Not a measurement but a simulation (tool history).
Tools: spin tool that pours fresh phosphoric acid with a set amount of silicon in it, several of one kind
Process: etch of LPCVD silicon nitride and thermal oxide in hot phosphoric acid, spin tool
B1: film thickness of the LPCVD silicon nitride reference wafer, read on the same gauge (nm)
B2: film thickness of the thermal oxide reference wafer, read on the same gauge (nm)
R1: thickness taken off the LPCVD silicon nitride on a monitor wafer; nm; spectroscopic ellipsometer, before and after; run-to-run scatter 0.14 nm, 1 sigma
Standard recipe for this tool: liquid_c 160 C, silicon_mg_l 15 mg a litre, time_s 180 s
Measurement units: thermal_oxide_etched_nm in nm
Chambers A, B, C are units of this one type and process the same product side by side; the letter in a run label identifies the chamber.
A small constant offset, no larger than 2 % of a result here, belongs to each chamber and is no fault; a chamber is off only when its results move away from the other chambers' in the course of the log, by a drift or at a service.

run 1A hour=3.7 | liquid_c=160 silicon_mg_l=15 time_s=180 | B1=59.977 B2=120.01 | R1=14.52 thermal_oxide_etched_nm=0.39352
run 2C hour=7.9 | liquid_c=160 silicon_mg_l=15 time_s=180 | B1=59.979 B2=120 | R1=14.754 thermal_oxide_etched_nm=0.36981
run 3B hour=12.3 | liquid_c=160 silicon_mg_l=15 time_s=180 | B1=60.02 B2=119.99 | R1=14.332 thermal_oxide_etched_nm=0.37517
run 4A hour=20.6 | liquid_c=160 silicon_mg_l=15 time_s=180 | B1=59.995 B2=119.98 | R1=14.575 thermal_oxide_etched_nm=0.39548
run 5B hour=27 | liquid_c=160 silicon_mg_l=15 time_s=180 | B1=59.992 B2=120.01 | R1=14.267 thermal_oxide_etched_nm=0.38123
run 6C hour=34.4 | liquid_c=162.5 silicon_mg_l=15 time_s=135 | B1=60.031 B2=119.97 | R1=11.798 thermal_oxide_etched_nm=0.33321
run 7A hour=38.5 | liquid_c=162.5 silicon_mg_l=15 time_s=135 | B1=59.993 B2=120 | R1=11.918 thermal_oxide_etched_nm=0.36686
run 8B hour=44.6 | liquid_c=162.5 silicon_mg_l=15 time_s=135 | B1=59.982 B2=119.99 | R1=11.867 thermal_oxide_etched_nm=0.32948
run 9C hour=52.8 | liquid_c=160 silicon_mg_l=15 time_s=180 | B1=60.035 B2=119.95 | R1=14.771 thermal_oxide_etched_nm=0.38319
run 10C hour=59.9 | liquid_c=160 silicon_mg_l=15 time_s=180 | B1=59.98 B2=120 | R1=14.536 thermal_oxide_etched_nm=0.32382
run 11A hour=65.8 | liquid_c=160 silicon_mg_l=15 time_s=180 | B1=59.996 B2=119.98 | R1=14.885 thermal_oxide_etched_nm=0.3747
run 12B hour=73.5 | liquid_c=160 silicon_mg_l=15 time_s=180 | B1=59.999 B2=120.02 | R1=14.516 thermal_oxide_etched_nm=0.39759
-- hour=80.2 chamber A: dissolved silicon flow meter replaced
run 13C hour=81.7 | liquid_c=160 silicon_mg_l=15 time_s=180 | B1=59.994 B2=119.98 | R1=14.5 thermal_oxide_etched_nm=0.38982
run 14A hour=86.4 | liquid_c=160 silicon_mg_l=15 time_s=180 | B1=60.033 B2=119.96 | R1=14.289 thermal_oxide_etched_nm=0.41797
run 15B hour=91.9 | liquid_c=160 silicon_mg_l=15 time_s=180 | B1=60.001 B2=120 | R1=14.602 thermal_oxide_etched_nm=0.39555
run 16B hour=96.2 | liquid_c=160 silicon_mg_l=15 time_s=180 | B1=59.975 B2=119.99 | R1=14.473 thermal_oxide_etched_nm=0.37957
run 17A hour=103.5 | liquid_c=160 silicon_mg_l=15 time_s=180 | B1=60.016 B2=119.98 | R1=14.292 thermal_oxide_etched_nm=0.36833
run 18C hour=111.9 | liquid_c=160 silicon_mg_l=15 time_s=180 | B1=60.03 B2=119.99 | R1=14.795 thermal_oxide_etched_nm=0.41598
run 19B hour=115.9 | liquid_c=160 silicon_mg_l=15 time_s=180 | B1=59.995 B2=120 | R1=14.589 thermal_oxide_etched_nm=0.38675
run 20C hour=123.7 | liquid_c=160 silicon_mg_l=15 time_s=180 | B1=59.988 B2=119.95 | R1=14.382 thermal_oxide_etched_nm=0.38733
run 21A hour=130.6 | liquid_c=160 silicon_mg_l=15 time_s=180 | B1=60.034 B2=119.99 | R1=14.284 thermal_oxide_etched_nm=0.32416
run 22C hour=137.7 | liquid_c=160 silicon_mg_l=15 time_s=180 | B1=60.016 B2=119.97 | R1=14.571 thermal_oxide_etched_nm=0.35498
run 23A hour=144.2 | liquid_c=160 silicon_mg_l=15 time_s=180 | B1=60.015 B2=120 | R1=13.871 thermal_oxide_etched_nm=0.32087
run 24B hour=150.8 | liquid_c=160 silicon_mg_l=15 time_s=180 | B1=59.985 B2=119.97 | R1=14.539 thermal_oxide_etched_nm=0.34696
run 25A hour=157.5 | liquid_c=160 silicon_mg_l=15 time_s=180 | B1=59.973 B2=119.98 | R1=14.035 thermal_oxide_etched_nm=0.33805
run 26C hour=164.5 | liquid_c=160 silicon_mg_l=15 time_s=180 | B1=59.994 B2=120.03 | R1=14.889 thermal_oxide_etched_nm=0.40824
run 27B hour=168.3 | liquid_c=160 silicon_mg_l=15 time_s=180 | B1=59.982 B2=119.99 | R1=14.084 thermal_oxide_etched_nm=0.38386
run 28C hour=175.4 | liquid_c=160 silicon_mg_l=15 time_s=180 | B1=60.036 B2=120 | R1=14.637 thermal_oxide_etched_nm=0.36009
run 29A hour=183 | liquid_c=160 silicon_mg_l=15 time_s=180 | B1=60.011 B2=119.99 | R1=13.568 thermal_oxide_etched_nm=0.32759
-- hour=183.6 chamber C: thermometer replaced
run 30B hour=188.8 | liquid_c=160 silicon_mg_l=15 time_s=180 | B1=59.969 B2=120.02 | R1=14.288 thermal_oxide_etched_nm=0.4002
run 31A hour=192.8 | liquid_c=160 silicon_mg_l=15 time_s=180 | B1=59.975 B2=120 | R1=13.739 thermal_oxide_etched_nm=0.32263
run 32C hour=196.7 | liquid_c=157 silicon_mg_l=22.5 time_s=180 | B1=59.968 B2=119.98 | R1=13.384 thermal_oxide_etched_nm=0.2478
run 33B hour=204.3 | liquid_c=157 silicon_mg_l=22.5 time_s=180 | B1=60.024 B2=119.96 | R1=13.062 thermal_oxide_etched_nm=0.25312
run 34B hour=208.5 | liquid_c=157 silicon_mg_l=22.5 time_s=180 | B1=60.011 B2=119.96 | R1=13.044 thermal_oxide_etched_nm=0.23724
run 35A hour=215.5 | liquid_c=160 silicon_mg_l=15 time_s=180 | B1=60.035 B2=119.98 | R1=13.56 thermal_oxide_etched_nm=0.29483
run 36C hour=222 | liquid_c=160 silicon_mg_l=15 time_s=180 | B1=59.976 B2=119.96 | R1=14.539 thermal_oxide_etched_nm=0.36727

Read the log: is a single chamber off, either drifting away or since a service, is the gauge that measures every chamber drifting, or is nothing wrong beyond small per-chamber offsets? Name any odd chamber and what most likely caused it.

Chamber A drifts away from the others.
Likeliest cause: temperature lost on the way to the wafer (K) = 2.47.
The log may not separate it from: liquid colder than its thermometer reads (K).

Below are 4 candidate recipes for chamber A's next run, each the usual settings with a change, their results shown as question marks. Which of them brings A's results back in line with what the other chambers give on the usual settings?
Counts as in line when no further than this from what the other chambers average on the usual settings: R1 0.49 nm; thermal_oxide_etched_nm 0.078 nm
run 37A-1 hour=228.1 | liquid_c=159.5 silicon_mg_l=18.5 time_s=170 | R1=? thermal_oxide_etched_nm=?
run 37A-2 hour=228.1 | liquid_c=161 silicon_mg_l=8 time_s=200 | R1=? thermal_oxide_etched_nm=?
run 37A-3 hour=228.1 | liquid_c=159.5 silicon_mg_l=21.5 time_s=160 | R1=? thermal_oxide_etched_nm=?
run 37A-4 hour=228.1 | liquid_c=160.5 silicon_mg_l=11.5 time_s=190 | R1=? thermal_oxide_etched_nm=?

The other chambers' mean on the usual settings: R1 14.557 nm; thermal_oxide_etched_nm 0.3762 nm
run=37A-1 R1=12.46 thermal_oxide_etched_nm=0.26316
run=37A-2 R1=15.415 thermal_oxide_etched_nm=0.44541
run=37A-3 R1=11.727 thermal_oxide_etched_nm=0.22733
run=37A-4 R1=14.398 thermal_oxide_etched_nm=0.37727
37A-4 puts the chamber back in line with the other chambers.

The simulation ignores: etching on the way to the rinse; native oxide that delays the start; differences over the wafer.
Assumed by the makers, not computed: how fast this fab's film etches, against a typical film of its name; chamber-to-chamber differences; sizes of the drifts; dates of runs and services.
